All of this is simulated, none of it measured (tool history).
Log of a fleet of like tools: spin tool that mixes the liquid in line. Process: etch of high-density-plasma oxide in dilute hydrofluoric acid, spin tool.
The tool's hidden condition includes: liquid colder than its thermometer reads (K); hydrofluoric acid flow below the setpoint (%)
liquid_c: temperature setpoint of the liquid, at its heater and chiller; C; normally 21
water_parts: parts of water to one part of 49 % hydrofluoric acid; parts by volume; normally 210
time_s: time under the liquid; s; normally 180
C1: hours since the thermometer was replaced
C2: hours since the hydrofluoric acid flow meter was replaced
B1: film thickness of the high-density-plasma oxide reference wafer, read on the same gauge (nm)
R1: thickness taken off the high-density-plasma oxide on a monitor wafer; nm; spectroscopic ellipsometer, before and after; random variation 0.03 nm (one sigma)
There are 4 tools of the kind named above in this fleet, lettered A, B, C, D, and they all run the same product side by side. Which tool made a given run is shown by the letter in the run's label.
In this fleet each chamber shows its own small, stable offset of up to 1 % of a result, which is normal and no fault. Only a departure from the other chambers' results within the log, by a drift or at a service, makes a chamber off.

Run 1B, day 0.279: usual settings; C1 1092.7; C2 95.4; B1 100.000. Result: R1 4.0644 nm.
Run 2D, day 0.571: usual settings; C1 44.2; C2 514.4; B1 99.997. Result: R1 4.2106 nm.
Run 3C, day 0.821: usual settings; C1 1072.8; C2 180.4; B1 100.000. Result: R1 4.0827 nm.
Run 4A, day 1.046: usual settings; C1 1684.0; C2 122.1; B1 99.977. Result: R1 4.1037 nm.
Run 5B, day 1.271: usual settings; C1 1116.5; C2 119.2; B1 99.990. Result: R1 4.0810 nm.
Run 6D, day 1.517: usual settings but time_s 255 s; C1 66.9; C2 537.1; B1 99.985. Result: R1 5.8733 nm.
Run 7A, day 1.804: usual settings but time_s 255 s; C1 1702.2; C2 140.3; B1 99.989. Result: R1 5.7980 nm.
Run 8C, day 2.154: usual settings but time_s 255 s; C1 1104.8; C2 212.4; B1 99.998. Result: R1 5.7670 nm.
Run 9A, day 2.404: usual settings but time_s 255 s; C1 1716.6; C2 154.7; B1 100.000. Result: R1 5.7768 nm.
Run 10D, day 2.721: usual settings but liquid_c 19 C; C1 95.8; C2 566.0; B1 100.020. Result: R1 3.7921 nm.
Run 11B, day 3.062: usual settings but liquid_c 19 C; C1 1159.5; C2 162.2; B1 100.030. Result: R1 3.8084 nm.
Run 12C, day 3.462: usual settings but liquid_c 19 C; C1 1136.2; C2 243.8; B1 99.998. Result: R1 3.7355 nm.
Run 13C, day 3.704: usual settings but liquid_c 19 C; C1 1142.0; C2 249.6; B1 100.010. Result: R1 3.7693 nm.
Run 14B, day 4.125: usual settings; C1 1185.0; C2 187.7; B1 99.975. Result: R1 4.0998 nm.
Run 15A, day 4.462: usual settings; C1 1766.0; C2 204.1; B1 99.993. Result: R1 4.0468 nm.
Run 16D, day 4.750: usual settings; C1 144.5; C2 614.7; B1 100.030. Result: R1 4.1153 nm.
Run 17A, day 4.946: usual settings; C1 1777.6; C2 215.7; B1 99.984. Result: R1 4.0027 nm.
Run 18C, day 5.188: usual settings; C1 1177.6; C2 285.2; B1 99.988. Result: R1 4.0801 nm.
Run 19B, day 5.608: usual settings; C1 1220.6; C2 223.3; B1 99.977. Result: R1 4.0977 nm.
Run 20D, day 6.000: usual settings; C1 174.5; C2 644.7; B1 99.992. Result: R1 4.1048 nm.
Run 21A, day 6.262: usual settings; C1 1809.2; C2 247.3; B1 100.020. Result: R1 3.9460 nm.
Run 22D, day 6.579: usual settings; C1 188.4; C2 658.6; B1 99.988. Result: R1 4.1437 nm.
Run 23C, day 6.917: usual settings; C1 1219.1; C2 326.7; B1 100.020. Result: R1 4.1090 nm.
Run 24B, day 7.225: usual settings; C1 1259.4; C2 262.1; B1 99.984. Result: R1 4.1323 nm.
Run 25C, day 7.546: usual settings but water_parts 265 parts by volume; C1 1234.2; C2 341.8; B1 99.978. Result: R1 3.0455 nm.
Run 26B, day 7.954: usual settings but water_parts 265 parts by volume; C1 1276.9; C2 279.6; B1 100.000. Result: R1 3.0718 nm.
Run 27A, day 8.350: usual settings but water_parts 265 parts by volume; C1 1859.3; C2 297.4; B1 99.989. Result: R1 2.8929 nm.
Run 28D, day 8.754: usual settings but water_parts 265 parts by volume; C1 240.6; C2 710.8; B1 99.987. Result: R1 3.1345 nm.
Run 29C, day 9.054: usual settings; C1 1270.4; C2 378.0; B1 100.010. Result: R1 4.0415 nm.
Run 30B, day 9.250: usual settings; C1 1308.0; C2 310.7; B1 99.987. Result: R1 4.0940 nm.
Run 31D, day 9.508: usual settings; C1 258.7; C2 728.9; B1 100.010. Result: R1 4.1151 nm.
Run 32A, day 9.879: usual settings but water_parts 310 parts by volume, time_s 275 s; C1 1896.0; C2 334.1; B1 100.010. Result: R1 3.5621 nm.
Run 33C, day 10.196: usual settings but water_parts 310 parts by volume, time_s 275 s; C1 1297.8; C2 405.4; B1 99.992. Result: R1 3.8594 nm.

What goes on in this fleet: one chamber off, a drifting gauge, or nothing beyond the chambers' own small offsets? Name the chamber and the cause, if any.

Chamber A drifts away from the others.
What lies behind it: liquid colder than its thermometer reads (K) = 2.25.
The log might look much the same if the cause were instead: hydrofluoric acid flow below the setpoint (%).

Here are 4 candidates for chamber A's next run, each the usual settings with a change, their results left as question marks. Which one brings its results back in line with what the others give on the usual settings?
A result is in line if it is within this distance of the other chambers' mean on the usual settings: R1 0.1000 nm
Run 34A-1, day 10.496: usual settings but water_parts 215 parts by volume, time_s 170 s. Result: R1 ?.
Run 34A-2, day 10.496: usual settings but water_parts 200 parts by volume, time_s 195 s. Result: R1 ?.
Run 34A-3, day 10.496: usual settings but water_parts 195 parts by volume. Result: R1 ?.
Run 34A-4, day 10.496: usual settings but water_parts 235 parts by volume. Result: R1 ?.

The other chambers' mean on the usual settings: R1 4.1035 nm
  run      R1
34A-1  3.4316
34A-2  4.2874
34A-3  4.0769
34A-4  3.2668
It is 34A-3 that realigns the chamber with its peers.
